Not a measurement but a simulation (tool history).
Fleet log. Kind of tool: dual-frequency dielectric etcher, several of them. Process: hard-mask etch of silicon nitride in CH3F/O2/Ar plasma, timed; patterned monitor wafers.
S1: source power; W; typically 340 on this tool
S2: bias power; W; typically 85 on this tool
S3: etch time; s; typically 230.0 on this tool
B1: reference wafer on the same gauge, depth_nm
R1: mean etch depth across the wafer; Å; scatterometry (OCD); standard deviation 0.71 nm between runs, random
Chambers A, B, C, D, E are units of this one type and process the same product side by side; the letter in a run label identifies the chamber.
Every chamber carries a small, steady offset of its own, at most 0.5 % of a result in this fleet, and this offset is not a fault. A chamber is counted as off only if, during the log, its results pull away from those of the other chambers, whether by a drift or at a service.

| run | hour | S1 | S2 | S3 | B1 | R1 |
|---|---|---|---|---|---|---|
| 1C | 9.6 | 340 | 85 | 230.0 | 157.91 | 1605.8 |
| 2E | 20.2 | 340 | 85 | 230.0 | 157.96 | 1602.8 |
| 3D | 31.6 | 340 | 85 | 230.0 | 157.95 | 1601.8 |
| 4A | 45.2 | 340 | 85 | 230.0 | 158.04 | 1609.9 |
| 5B | 60.1 | 340 | 85 | 230.0 | 158.00 | 1603.8 |
| 6B | 68.6 | 340 | 85 | 230.0 | 158.03 | 1610.7 |
| 7C | 79.8 | 340 | 85 | 230.0 | 158.23 | 1608.1 |
| 8E | 92.9 | 340 | 85 | 230.0 | 157.89 | 1589.9 |
| 9D | 105.6 | 340 | 85 | 230.0 | 157.81 | 1611.4 |
| 10A | 118.3 | 340 | 85 | 230.0 | 158.13 | 1599.3 |
| 11A | 125.9 | 340 | 85 | 230.0 | 158.07 | 1603.3 |
| 12E | 135.7 | 340 | 85 | 230.0 | 158.03 | 1592.1 |
| 13C | 147.0 | 340 | 85 | 230.0 | 157.93 | 1613.8 |
| 14B | 158.6 | 420 | 85 | 200.5 | 157.93 | 1518.5 |
| 15D | 167.9 | 420 | 85 | 200.5 | 158.10 | 1516.3 |
| 16B | 175.1 | 420 | 85 | 200.5 | 157.99 | 1518.2 |
| 17A | 183.5 | 420 | 85 | 200.5 | 157.80 | 1515.1 |
| 18E | 194.4 | 420 | 85 | 200.5 | 158.04 | 1511.8 |
| 19C | 209.7 | 340 | 85 | 254.0 | 158.09 | 1775.6 |
| 20D | 216.9 | 340 | 85 | 254.0 | 157.92 | 1775.3 |
| 21E | 227.0 | 340 | 85 | 254.0 | 158.13 | 1761.8 |
| 22C | 239.1 | 340 | 85 | 254.0 | 157.95 | 1771.5 |
| 23B | 247.4 | 340 | 85 | 254.0 | 158.06 | 1767.9 |
|  | 252.1 | chamber E: wet clean of the chamber |
|  | 252.2 | chamber B: wet clean of the chamber |
| 24A | 261.7 | 340 | 85 | 230.0 | 157.84 | 1611.8 |
| 25D | 275.3 | 340 | 85 | 230.0 | 157.93 | 1613.9 |
| 26D | 285.7 | 340 | 85 | 230.0 | 158.22 | 1604.7 |
| 27B | 299.6 | 340 | 85 | 230.0 | 158.07 | 1621.4 |
| 28E | 311.5 | 340 | 85 | 230.0 | 158.00 | 1606.0 |
| 29A | 320.1 | 340 | 85 | 230.0 | 158.03 | 1599.4 |
| 30C | 335.6 | 340 | 85 | 230.0 | 157.90 | 1596.4 |
| 31D | 351.1 | 340 | 85 | 230.0 | 157.99 | 1605.7 |

Read the log: is a single chamber off, either drifting away or since a service, is the gauge that measures every chamber drifting, or is nothing wrong beyond small per-chamber offsets? Name any odd chamber and what most likely caused it.

Neither any chamber nor the gauge drifts; the chambers differ only by their own small, steady offsets.
